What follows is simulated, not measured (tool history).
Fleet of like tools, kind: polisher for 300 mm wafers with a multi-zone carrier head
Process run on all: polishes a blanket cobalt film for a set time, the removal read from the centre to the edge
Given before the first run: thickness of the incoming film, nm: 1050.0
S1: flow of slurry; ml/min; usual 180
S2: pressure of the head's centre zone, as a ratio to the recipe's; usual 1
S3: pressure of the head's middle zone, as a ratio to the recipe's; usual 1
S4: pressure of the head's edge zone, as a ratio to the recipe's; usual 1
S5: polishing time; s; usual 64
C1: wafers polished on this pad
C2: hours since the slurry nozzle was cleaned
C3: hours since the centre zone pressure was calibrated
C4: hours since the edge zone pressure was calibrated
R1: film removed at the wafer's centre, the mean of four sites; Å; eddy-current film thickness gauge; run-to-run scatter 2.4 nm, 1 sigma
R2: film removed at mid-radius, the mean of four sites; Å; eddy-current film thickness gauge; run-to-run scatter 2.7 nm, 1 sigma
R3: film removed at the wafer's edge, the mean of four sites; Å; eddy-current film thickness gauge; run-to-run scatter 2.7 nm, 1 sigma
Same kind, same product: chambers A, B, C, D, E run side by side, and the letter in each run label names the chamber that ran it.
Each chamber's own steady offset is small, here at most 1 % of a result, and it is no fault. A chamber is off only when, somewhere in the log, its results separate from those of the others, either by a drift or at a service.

| run | hour | S1 | S2 | S3 | S4 | S5 | C1 | C2 | C3 | C4 | R1 | R2 | R3 |
|---|---|---|---|---|---|---|---|---|---|---|---|---|---|
| 1A | 5.1 | 180 | 1 | 1 | 1 | 64 | 842 | 271.2 | 381.8 | 146.1 | 2207.5 | 2217.3 | 2228.6 |
| 2B | 11 | 180 | 1 | 1 | 1 | 64 | 553 | 317.2 | 668.5 | 1168.1 | 2171.1 | 2268 | 2226.6 |
|  | 18.4 | chamber B: slurry nozzle cleaned |
| 3E | 19.7 | 180 | 1 | 1 | 1 | 64 | 288 | 159.1 | 939.6 | 27.1 | 2216.8 | 2213.9 | 2203.6 |
| 4D | 28.1 | 180 | 1 | 1 | 1 | 64 | 416 | 352.1 | 196.2 | 754.3 | 2208.9 | 2190 | 2164.4 |
| 5C | 34.6 | 180 | 1 | 1 | 1 | 64 | 536 | 368.8 | 881.5 | 857 | 2211.8 | 2195 | 2201.5 |
|  | 39.3 | chamber A: slurry nozzle cleaned |
| 6A | 39.6 | 180 | 1 | 1 | 1 | 64 | 1080 | 0.3 | 416.3 | 180.6 | 2246.6 | 2233.8 | 2257 |
|  | 45.9 | chamber E: worn pad replaced by a new one |
| 7E | 47.4 | 180 | 1 | 1 | 1 | 64 | 10 | 186.8 | 967.3 | 54.8 | 2199.9 | 2252.8 | 2212.3 |
|  | 54.6 | chamber D: worn pad replaced by a new one |
| 8D | 54.9 | 180 | 1 | 1 | 1 | 64 | 2 | 378.9 | 223 | 781.1 | 2244.9 | 2251.1 | 2217.6 |
|  | 60.4 | chamber B: edge zone pressure recalibrated |
|  | 60.5 | chamber A: worn pad replaced by a new one |
| 9B | 62.8 | 180 | 1 | 1 | 1 | 64 | 910 | 44.4 | 720.3 | 2.4 | 2263.7 | 2266.1 | 2220 |
| 10C | 70.9 | 180 | 1 | 1 | 1 | 64 | 786 | 405.1 | 917.8 | 893.3 | 2159.6 | 2211.9 | 2216.9 |
| 11E | 78.5 | 180 | 1 | 1 | 1 | 64 | 225 | 217.9 | 998.4 | 85.9 | 2216.6 | 2222.6 | 2203.1 |
| 12D | 85.5 | 180 | 1 | 1 | 1 | 64 | 213 | 409.5 | 253.6 | 811.7 | 2211 | 2239.6 | 2246 |
| 13A | 91.2 | 180 | 1 | 1 | 1 | 64 | 212 | 51.9 | 467.9 | 232.2 | 2257.8 | 2226.7 | 2240.2 |
|  | 95.1 | chamber B: worn pad replaced by a new one |
|  | 95.5 | chamber E: slurry nozzle cleaned |
|  | 96.2 | chamber C: slurry nozzle cleaned |
| 14B | 98.7 | 180 | 1 | 1 | 1 | 64 | 24 | 80.3 | 756.2 | 38.3 | 2221.6 | 2280.2 | 2231.2 |
| 15C | 103.6 | 205 | 1 | 1 | 1 | 64 | 1012 | 7.4 | 950.5 | 926 | 2207.8 | 2201.6 | 2197.6 |
|  | 109.2 | chamber D: slurry nozzle cleaned |
| 16B | 112.6 | 205 | 1 | 1 | 1 | 64 | 120 | 94.2 | 770.1 | 52.2 | 2310.3 | 2281.3 | 2255.1 |
|  | 119.3 | chamber E: worn pad replaced by a new one |
| 17C | 120 | 205 | 1 | 1 | 1 | 64 | 1125 | 23.8 | 966.9 | 942.4 | 2181.8 | 2204.9 | 2193.3 |
| 18D | 125.6 | 205 | 1 | 1 | 1 | 64 | 489 | 16.5 | 293.7 | 851.8 | 2258.5 | 2275.8 | 2253 |
| 19E | 134 | 205 | 1 | 1 | 1 | 64 | 101 | 38.6 | 1053.9 | 141.4 | 2265.4 | 2236.5 | 2249.5 |
| 20A | 139.2 | 180 | 1 | 1 | 1 | 64 | 543 | 99.9 | 515.9 | 280.2 | 2214.8 | 2243.5 | 2238.4 |
| 21D | 144.3 | 180 | 1 | 1 | 1 | 64 | 618 | 35.2 | 312.4 | 870.5 | 2203 | 2238.4 | 2218.9 |
|  | 148.9 | chamber D: worn pad replaced by a new one |
| 22C | 152.1 | 180 | 1 | 1 | 1 | 64 | 1346 | 55.9 | 999 | 974.5 | 2093.6 | 2120.5 | 2063.3 |
| 23A | 161.2 | 180 | 1 | 1 | 1 | 64 | 694 | 121.9 | 537.9 | 302.2 | 2183.6 | 2234.5 | 2268.9 |
| 24B | 165.8 | 180 | 1 | 1 | 1 | 64 | 487 | 147.4 | 823.3 | 105.4 | 2234 | 2244 | 2248.2 |
| 25E | 171.4 | 180 | 1 | 1 | 1 | 64 | 359 | 76 | 1091.3 | 178.8 | 2201.7 | 2258.4 | 2262.9 |
| 26B | 176.2 | 180 | 1 | 1 | 1 | 73 | 559 | 157.8 | 833.7 | 115.8 | 2617.6 | 2555.1 | 2495.5 |
| 27D | 183.1 | 180 | 1 | 1 | 1 | 73 | 235 | 74 | 351.2 | 909.3 | 2533 | 2560.8 | 2555.9 |
| 28C | 187.1 | 180 | 1 | 1 | 1 | 73 | 1587 | 90.9 | 1034 | 1009.5 | 2312.3 | 2346.1 | 2363 |
| 29A | 195.1 | 180 | 1 | 1 | 1 | 73 | 928 | 155.8 | 571.8 | 336.1 | 2495.4 | 2514.8 | 2516.9 |
|  | 197.4 | chamber E: worn pad replaced by a new one |
| 30E | 201.6 | 180 | 1 | 1 | 1 | 73 | 29 | 106.2 | 1121.5 | 209 | 2554.3 | 2536.8 | 2511.6 |
| 31B | 210.3 | 180 | 1 | 1 | 1 | 64 | 794 | 191.9 | 867.8 | 149.9 | 2225.8 | 2213.4 | 2233.7 |

Read the log: is a single chamber off, either drifting away or since a service, is the gauge that measures every chamber drifting, or is nothing wrong beyond small per-chamber offsets? Name any odd chamber and what most likely caused it.

Chamber C drifts away from the others.
Most likely cause: removal rate lost through wear of the pad, % = 8.93.

Below are 4 candidate recipes for chamber C's next run, each the usual settings with a change, their results shown as question marks. Which of them brings C's results back in line with what the other chambers give on the usual settings?
In-line tolerance around the mean of the other chambers on the usual settings: R1 85 Å; R2 93 Å; R3 93 Å
| 32C-1 | 216.8 | 180 | 0.99 | 1 | 1 | 58 |  |  |  |  | ? | ? | ? |
| 32C-2 | 216.8 | 185 | 1.01 | 1 | 1.01 | 75 |  |  |  |  | ? | ? | ? |
| 32C-3 | 216.8 | 175 | 0.98 | 1 | 0.99 | 54 |  |  |  |  | ? | ? | ? |
| 32C-4 | 216.8 | 180 | 1.01 | 1 | 1 | 70 |  |  |  |  | ? | ? | ? |

What the other chambers average on the usual settings: R1 2222.6 Å; R2 2228 Å; R3 2229.3 Å
| run | R1 | R2 | R3 |
|---|---|---|---|
| 32C-1 | 1819.9 | 1847.6 | 1839.8 |
| 32C-2 | 2417.4 | 2399.1 | 2399.2 |
| 32C-3 | 1667 | 1712.5 | 1698.3 |
| 32C-4 | 2245.4 | 2229.6 | 2220.5 |
32C-4 is the one that brings the chamber's results back in line with the other chambers.
